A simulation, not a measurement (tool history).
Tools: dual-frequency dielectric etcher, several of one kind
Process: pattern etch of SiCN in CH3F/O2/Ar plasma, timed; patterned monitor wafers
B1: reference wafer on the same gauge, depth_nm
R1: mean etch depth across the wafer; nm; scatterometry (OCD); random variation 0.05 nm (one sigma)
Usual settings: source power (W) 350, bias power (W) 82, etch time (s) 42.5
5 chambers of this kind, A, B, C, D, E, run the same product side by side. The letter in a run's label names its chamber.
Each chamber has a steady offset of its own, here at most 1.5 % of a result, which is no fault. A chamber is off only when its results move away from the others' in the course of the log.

Run 1A, day 0.312: usual settings; B1 17.396. Result: R1 15.910 nm.
Run 2D, day 0.742: usual settings; B1 17.407. Result: R1 16.045 nm.
Run 3E, day 1.050: usual settings; B1 17.378. Result: R1 15.778 nm.
Run 4B, day 1.646: usual settings; B1 17.405. Result: R1 15.721 nm.
Run 5C, day 2.271: usual settings; B1 17.401. Result: R1 16.028 nm.
At day 2.508: chamber C: wet clean of the chamber.
Run 6B, day 2.629: usual settings but source power (W) 400, etch time (s) 36.5; B1 17.404. Result: R1 14.173 nm.
Run 7C, day 3.167: usual settings but source power (W) 400, etch time (s) 36.5; B1 17.398. Result: R1 14.343 nm.
Run 8D, day 3.658: usual settings but source power (W) 400, etch time (s) 36.5; B1 17.394. Result: R1 14.444 nm.
At day 3.838: chamber E: source power generator calibrated.
At day 3.942: chamber C: bias power generator calibrated.
Run 9E, day 4.308: usual settings but source power (W) 400, etch time (s) 36.5; B1 17.396. Result: R1 14.316 nm.
Run 10A, day 4.742: usual settings but source power (W) 400, etch time (s) 36.5; B1 17.404. Result: R1 14.421 nm.
Run 11C, day 5.350: usual settings; B1 17.393. Result: R1 15.889 nm.
At day 5.788: chamber D: wet clean of the chamber.
Run 12A, day 5.788: usual settings; B1 17.394. Result: R1 15.950 nm.
Run 13B, day 6.250: usual settings; B1 17.391. Result: R1 15.722 nm.
At day 6.458: chamber E: wet clean of the chamber.
Run 14E, day 6.642: usual settings; B1 17.402. Result: R1 15.778 nm.
Run 15D, day 7.012: usual settings; B1 17.402. Result: R1 16.008 nm.
At day 7.450: chamber B: wet clean of the chamber.
Run 16A, day 7.671: usual settings; B1 17.413. Result: R1 15.977 nm.
Run 17E, day 7.996: usual settings but bias power (W) 74; B1 17.401. Result: R1 15.283 nm.
At day 8.038: chamber A: wet clean of the chamber.
Run 18B, day 8.433: usual settings but bias power (W) 74; B1 17.396. Result: R1 15.794 nm.
Run 19C, day 9.067: usual settings but bias power (W) 74; B1 17.399. Result: R1 15.372 nm.
Run 20D, day 9.692: usual settings but bias power (W) 74; B1 17.398. Result: R1 15.424 nm.
Run 21C, day 10.162: usual settings but bias power (W) 74; B1 17.395. Result: R1 15.278 nm.
Run 22B, day 10.692: usual settings but bias power (W) 96, etch time (s) 47.0; B1 17.401. Result: R1 19.238 nm.
Run 23E, day 11.279: usual settings but bias power (W) 96, etch time (s) 47.0; B1 17.401. Result: R1 18.588 nm.
Run 24A, day 11.796: usual settings but bias power (W) 96, etch time (s) 47.0; B1 17.407. Result: R1 18.707 nm.
Run 25D, day 12.404: usual settings but bias power (W) 96, etch time (s) 47.0; B1 17.407. Result: R1 18.823 nm.
Run 26D, day 12.904: usual settings but bias power (W) 96, etch time (s) 47.0; B1 17.405. Result: R1 18.857 nm.
Run 27A, day 13.283: usual settings; B1 17.385. Result: R1 15.949 nm.
Run 28E, day 13.917: usual settings; B1 17.403. Result: R1 15.825 nm.
Run 29C, day 14.362: usual settings; B1 17.394. Result: R1 15.899 nm.
Run 30B, day 14.754: usual settings but bias power (W) 93, etch time (s) 33.5; B1 17.391. Result: R1 13.498 nm.
Run 31C, day 15.400: usual settings but bias power (W) 93, etch time (s) 33.5; B1 17.391. Result: R1 13.177 nm.
Run 32E, day 15.817: usual settings but bias power (W) 93, etch time (s) 33.5; B1 17.402. Result: R1 13.025 nm.
At day 16.238: chamber D: source power generator calibrated.
Run 33A, day 16.242: usual settings but bias power (W) 93, etch time (s) 33.5; B1 17.396. Result: R1 13.073 nm.
Run 34D, day 16.621: usual settings but bias power (W) 93, etch time (s) 33.5; B1 17.398. Result: R1 13.252 nm.
Run 35B, day 17.038: usual settings; B1 17.395. Result: R1 16.416 nm.
Run 36E, day 17.700: usual settings but source power (W) 430, bias power (W) 90; B1 17.400. Result: R1 17.581 nm.
Run 37C, day 18.075: usual settings but source power (W) 430, bias power (W) 90; B1 17.395. Result: R1 17.725 nm.
Run 38D, day 18.371: usual settings but source power (W) 430, bias power (W) 90; B1 17.400. Result: R1 17.862 nm.

Is one chamber off against the others, does the gauge drift, or is nothing wrong? If a chamber is off, say which, and what the likeliest cause is.

A service left chamber B off against the others.
Cause: etch rate over this chamber's usual, % = 3.97.

Here are 4 candidates for chamber B's next run, each the usual settings with a change, their results left as question marks. Which one brings its results back in line with what the others give on the usual settings?
In line means no further than this from the other chambers' mean on the usual settings: R1 0.180 nm
Run 39B-1, day 18.842: usual settings but source power (W) 360. Result: R1 ?.
Run 39B-2, day 18.842: usual settings but bias power (W) 88. Result: R1 ?.
Run 39B-3, day 18.842: usual settings but bias power (W) 81. Result: R1 ?.
Run 39B-4, day 18.842: usual settings but etch time (s) 41.5. Result: R1 ?.

The other chambers' mean on the usual settings: R1 15.914 nm
  run      R1
39B-1  16.484
39B-2  16.739
39B-3  16.243
39B-4  15.931
39B-4 brings the chamber back in line.

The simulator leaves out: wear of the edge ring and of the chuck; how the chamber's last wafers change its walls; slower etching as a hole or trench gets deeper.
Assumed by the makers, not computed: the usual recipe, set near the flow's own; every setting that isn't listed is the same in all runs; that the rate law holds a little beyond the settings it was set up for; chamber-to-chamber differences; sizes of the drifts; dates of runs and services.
